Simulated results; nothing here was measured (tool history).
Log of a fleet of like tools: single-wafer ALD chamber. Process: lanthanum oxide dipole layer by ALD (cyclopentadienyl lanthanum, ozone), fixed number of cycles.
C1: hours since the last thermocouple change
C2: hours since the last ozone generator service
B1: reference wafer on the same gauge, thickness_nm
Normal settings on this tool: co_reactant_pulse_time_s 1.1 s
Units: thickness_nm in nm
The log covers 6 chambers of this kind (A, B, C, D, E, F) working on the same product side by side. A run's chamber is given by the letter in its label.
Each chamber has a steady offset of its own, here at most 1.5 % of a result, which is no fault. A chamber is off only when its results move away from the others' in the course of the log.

Run 1D, hour 14.4: usual settings; C1 1108.7; C2 675.6; B1 0.42922. Result: thickness_nm 0.5116 nm.
At hour 23.3: chamber F: ozone generator serviced.
Run 2E, hour 30.5: usual settings; C1 670.5; C2 738.7; B1 0.42904. Result: thickness_nm 0.51179 nm.
At hour 40: chamber B: thermocouple changed; heater temperature recalibrated.
Run 3C, hour 43.2: usual settings; C1 779.7; C2 1106.1; B1 0.42891. Result: thickness_nm 0.51408 nm.
Run 4B, hour 57.8: usual settings; C1 17.8; C2 385.6; B1 0.42921. Result: thickness_nm 0.51456 nm.
Run 5F, hour 71.1: usual settings; C1 886.8; C2 47.9; B1 0.42883. Result: thickness_nm 0.5183 nm.
At hour 75.9: chamber A: ozone generator serviced.
Run 6A, hour 78.8: usual settings; C1 281; C2 2.9; B1 0.42909. Result: thickness_nm 0.51511 nm.
Run 7C, hour 93.3: usual settings; C1 829.8; C2 1156.2; B1 0.42912. Result: thickness_nm 0.51513 nm.
At hour 96.5: chamber C: ozone generator serviced.
Run 8D, hour 106.6: usual settings; C1 1200.9; C2 767.8; B1 0.42895. Result: thickness_nm 0.51498 nm.
Run 9F, hour 121.6: usual settings; C1 937.3; C2 98.4; B1 0.42882. Result: thickness_nm 0.51957 nm.
Run 10A, hour 134.5: usual settings; C1 336.7; C2 58.6; B1 0.42898. Result: thickness_nm 0.51694 nm.
Run 11B, hour 144.2: usual settings; C1 104.2; C2 472; B1 0.42902. Result: thickness_nm 0.51258 nm.
Run 12E, hour 154.5: usual settings but co_reactant_pulse_time_s 0.92 s; C1 794.5; C2 862.7; B1 0.42913. Result: thickness_nm 0.48545 nm.
Run 13C, hour 165: usual settings but co_reactant_pulse_time_s 0.92 s; C1 901.5; C2 68.5; B1 0.42896. Result: thickness_nm 0.48656 nm.
Run 14D, hour 176.4: usual settings but co_reactant_pulse_time_s 0.92 s; C1 1270.7; C2 837.6; B1 0.4292. Result: thickness_nm 0.48484 nm.
Run 15F, hour 187.4: usual settings but co_reactant_pulse_time_s 0.92 s; C1 1003.1; C2 164.2; B1 0.42924. Result: thickness_nm 0.49333 nm.
Run 16A, hour 201.1: usual settings but co_reactant_pulse_time_s 0.92 s; C1 403.3; C2 125.2; B1 0.42904. Result: thickness_nm 0.4879 nm.
Run 17B, hour 208.9: usual settings but co_reactant_pulse_time_s 0.92 s; C1 168.9; C2 536.7; B1 0.42931. Result: thickness_nm 0.48353 nm.
At hour 217.5: chamber C: thermocouple changed; heater temperature recalibrated.
Run 18E, hour 222.1: usual settings; C1 862.1; C2 930.3; B1 0.42904. Result: thickness_nm 0.51266 nm.
Run 19E, hour 232.1: usual settings; C1 872.1; C2 940.3; B1 0.42914. Result: thickness_nm 0.51206 nm.
Run 20A, hour 240.1: usual settings; C1 442.3; C2 164.2; B1 0.42892. Result: thickness_nm 0.51344 nm.
At hour 244.6: chamber D: thermocouple changed; heater temperature recalibrated.
Run 21F, hour 248.2: usual settings; C1 1063.9; C2 225; B1 0.42881. Result: thickness_nm 0.52064 nm.
Run 22B, hour 255.4: usual settings; C1 215.4; C2 583.2; B1 0.42904. Result: thickness_nm 0.50916 nm.
Run 23D, hour 268.4: usual settings; C1 23.9; C2 929.6; B1 0.42893. Result: thickness_nm 0.51315 nm.
Run 24C, hour 279.8: usual settings but co_reactant_pulse_time_s 1.36 s; C1 62.4; C2 183.3; B1 0.42897. Result: thickness_nm 0.54346 nm.
Run 25F, hour 287.5: usual settings but co_reactant_pulse_time_s 1.36 s; C1 1103.2; C2 264.3; B1 0.4288. Result: thickness_nm 0.54517 nm.
At hour 295.2: chamber F: thermocouple changed; heater temperature recalibrated.
Run 26B, hour 301.8: usual settings but co_reactant_pulse_time_s 1.36 s; C1 261.8; C2 629.6; B1 0.42921. Result: thickness_nm 0.53631 nm.
Run 27C, hour 310.3: usual settings but co_reactant_pulse_time_s 1.36 s; C1 92.9; C2 213.8; B1 0.42911. Result: thickness_nm 0.53997 nm.
Run 28A, hour 321.5: usual settings but co_reactant_pulse_time_s 1.36 s; C1 523.7; C2 245.6; B1 0.42911. Result: thickness_nm 0.54091 nm.
Run 29E, hour 331.5: usual settings but co_reactant_pulse_time_s 1.36 s; C1 971.5; C2 1039.7; B1 0.42883. Result: thickness_nm 0.54115 nm.
Run 30D, hour 347.9: usual settings; C1 103.4; C2 1009.1; B1 0.429. Result: thickness_nm 0.51305 nm.
Run 31B, hour 356: usual settings; C1 316; C2 683.8; B1 0.42918. Result: thickness_nm 0.50753 nm.
Run 32F, hour 366: usual settings; C1 70.9; C2 342.8; B1 0.42919. Result: thickness_nm 0.52015 nm.
Run 33E, hour 376.8: usual settings; C1 1016.8; C2 1085; B1 0.42897. Result: thickness_nm 0.51336 nm.
Run 34D, hour 384.2: usual settings; C1 139.7; C2 1045.4; B1 0.42899. Result: thickness_nm 0.5111 nm.
Run 35A, hour 400: usual settings; C1 602.2; C2 324.1; B1 0.42896. Result: thickness_nm 0.51541 nm.
Run 36C, hour 416.1: usual settings; C1 198.7; C2 319.6; B1 0.42917. Result: thickness_nm 0.5174 nm.
Run 37B, hour 431.4: usual settings; C1 391.4; C2 759.2; B1 0.42903. Result: thickness_nm 0.50678 nm.
Run 38C, hour 442.7: usual settings; C1 225.3; C2 346.2; B1 0.42913. Result: thickness_nm 0.51275 nm.
Run 39A, hour 458.9: usual settings; C1 661.1; C2 383; B1 0.429. Result: thickness_nm 0.51548 nm.
Run 40E, hour 468.1: usual settings but co_reactant_pulse_time_s 1.32 s; C1 1108.1; C2 1176.3; B1 0.4286. Result: thickness_nm 0.53671 nm.
Run 41F, hour 481.1: usual settings but co_reactant_pulse_time_s 1.32 s; C1 186; C2 457.9; B1 0.42936. Result: thickness_nm 0.54188 nm.

Which is it: a chamber that has drifted or been left off by a service, a gauge drift common to all chambers, or only each chamber's usual small offset? If a chamber is off, name it and its likeliest cause.

It is chamber B that slowly wanders off from its peers.
Likeliest cause: ozone dose below that of a generator just serviced (%) = 5.05.

Chamber B could run next with any of the 4 candidate recipes listed below; each alters the usual settings, and their results appear as question marks. Which one brings its results back in line with what the other chambers deliver on the usual settings?
In line means no further than this from the other chambers' mean on the usual settings: thickness_nm 0.0046 nm
Run 42B-1, hour 492.8: usual settings but co_reactant_pulse_time_s 0.98 s. Result: thickness_nm ?.
Run 42B-2, hour 492.8: usual settings but co_reactant_pulse_time_s 1.03 s. Result: thickness_nm ?.
Run 42B-3, hour 492.8: usual settings but co_reactant_pulse_time_s 1.23 s. Result: thickness_nm ?.
Run 42B-4, hour 492.8: usual settings but co_reactant_pulse_time_s 1.17 s. Result: thickness_nm ?.

Average result of the remaining chambers running the usual settings: thickness_nm 0.51501 nm
  run  thickness_nm
42B-1       0.48802
42B-2       0.49592
42B-3        0.5211
42B-4        0.5145
The answer is 42B-4, which returns the chamber to within the allowed miss of the others.
